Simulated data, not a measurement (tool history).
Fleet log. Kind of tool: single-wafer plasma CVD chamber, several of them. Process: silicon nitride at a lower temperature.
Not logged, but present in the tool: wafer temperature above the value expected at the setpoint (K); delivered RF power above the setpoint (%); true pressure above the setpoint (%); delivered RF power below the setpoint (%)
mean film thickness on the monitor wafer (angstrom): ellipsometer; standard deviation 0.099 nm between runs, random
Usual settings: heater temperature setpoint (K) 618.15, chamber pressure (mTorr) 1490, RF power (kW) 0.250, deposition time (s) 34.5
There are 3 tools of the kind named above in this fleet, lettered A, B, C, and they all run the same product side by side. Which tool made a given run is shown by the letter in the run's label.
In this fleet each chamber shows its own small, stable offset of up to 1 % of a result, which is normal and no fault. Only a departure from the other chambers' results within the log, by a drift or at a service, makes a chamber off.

run	hour	heater temperature setpoint (K)	chamber pressure (mTorr)	RF power (kW)	deposition time (s)	hours since the last thermocouple change	hours since the last RF generator calibration	hours since the last manometer calibration	read-back reference wafer on the same gauge, thickness_nm	mean film thickness on the monitor wafer (angstrom)
1A	13.2	618.15	1490	0.250	34.5	1157.2	35.6	335.1	29.199	350.25
2B	21.4	618.15	1490	0.250	34.5	1180.0	1625.4	825.5	29.197	353.57
3C	27.9	618.15	1490	0.250	34.5	823.3	266.9	222.3	29.196	345.52
4C	38.5	618.15	1490	0.250	34.5	833.9	277.5	232.9	29.182	348.08
5A	45.8	618.15	1490	0.250	34.5	1189.8	68.2	367.7	29.189	349.70
6B	53.2	618.15	1490	0.250	34.5	1211.8	1657.2	857.3	29.214	355.65
7C	61.3	618.15	1490	0.250	34.5	856.7	300.3	255.7	29.206	348.97
8B	68.6	618.15	1490	0.250	34.5	1227.2	1672.6	872.7	29.205	354.00
9A	80.8	618.15	1490	0.250	34.5	1224.8	103.2	402.7	29.197	350.96
10A	93.2	618.15	1490	0.250	34.5	1237.2	115.6	415.1	29.210	350.31
# hour 95.7: chamber B: RF generator calibrated
11B	103.6	618.15	1490	0.250	34.5	1262.2	8.0	907.7	29.194	352.56
12C	117.4	618.15	1490	0.250	34.5	912.8	356.4	311.8	29.200	346.48
13A	128.4	618.15	1490	0.250	34.5	1272.4	150.8	450.3	29.202	350.89
14C	138.7	618.15	1490	0.250	34.5	934.1	377.7	333.1	29.199	345.85
15B	151.3	618.15	1490	0.250	34.5	1309.9	55.7	955.4	29.189	353.89
16B	161.5	618.15	1490	0.250	34.5	1320.1	65.9	965.6	29.205	354.12
17A	175.4	618.15	1490	0.250	34.5	1319.4	197.8	497.3	29.190	349.12
18C	187.2	618.15	1490	0.250	34.5	982.6	426.2	381.6	29.187	346.33
19A	196.5	618.15	1490	0.250	34.5	1340.5	218.9	518.4	29.195	350.13
20B	209.5	618.15	1490	0.250	34.5	1368.1	113.9	1013.6	29.201	352.30
# hour 213.3: chamber C: thermocouple changed; heater temperature recalibrated
21C	216.7	618.15	1640	0.280	34.5	3.4	455.7	411.1	29.198	385.07
22C	223.0	618.15	1640	0.280	34.5	9.7	462.0	417.4	29.181	387.45
23B	229.7	618.15	1640	0.280	34.5	1388.3	134.1	1033.8	29.188	392.44
24A	241.9	618.15	1490	0.250	34.5	1385.9	264.3	563.8	29.197	350.75
25B	249.3	618.15	1490	0.250	34.5	1407.9	153.7	1053.4	29.203	353.22
26C	262.4	618.15	1490	0.250	34.5	49.1	501.4	456.8	29.191	347.02
27A	274.3	618.15	1490	0.250	34.5	1418.3	296.7	596.2	29.200	351.54
28C	281.7	618.15	1490	0.250	34.5	68.4	520.7	476.1	29.199	348.34

Each of the 3 chambers runs these same settings next. Fill in every chamber's results:
29A	291.6	618.15	1250	0.250	34.5					?
29B	291.6	618.15	1250	0.250	34.5					?
29C	291.6	618.15	1250	0.250	34.5					?

run	mean film thickness on the monitor wafer (angstrom)
29A	333.05
29B	335.39
29C	329.70

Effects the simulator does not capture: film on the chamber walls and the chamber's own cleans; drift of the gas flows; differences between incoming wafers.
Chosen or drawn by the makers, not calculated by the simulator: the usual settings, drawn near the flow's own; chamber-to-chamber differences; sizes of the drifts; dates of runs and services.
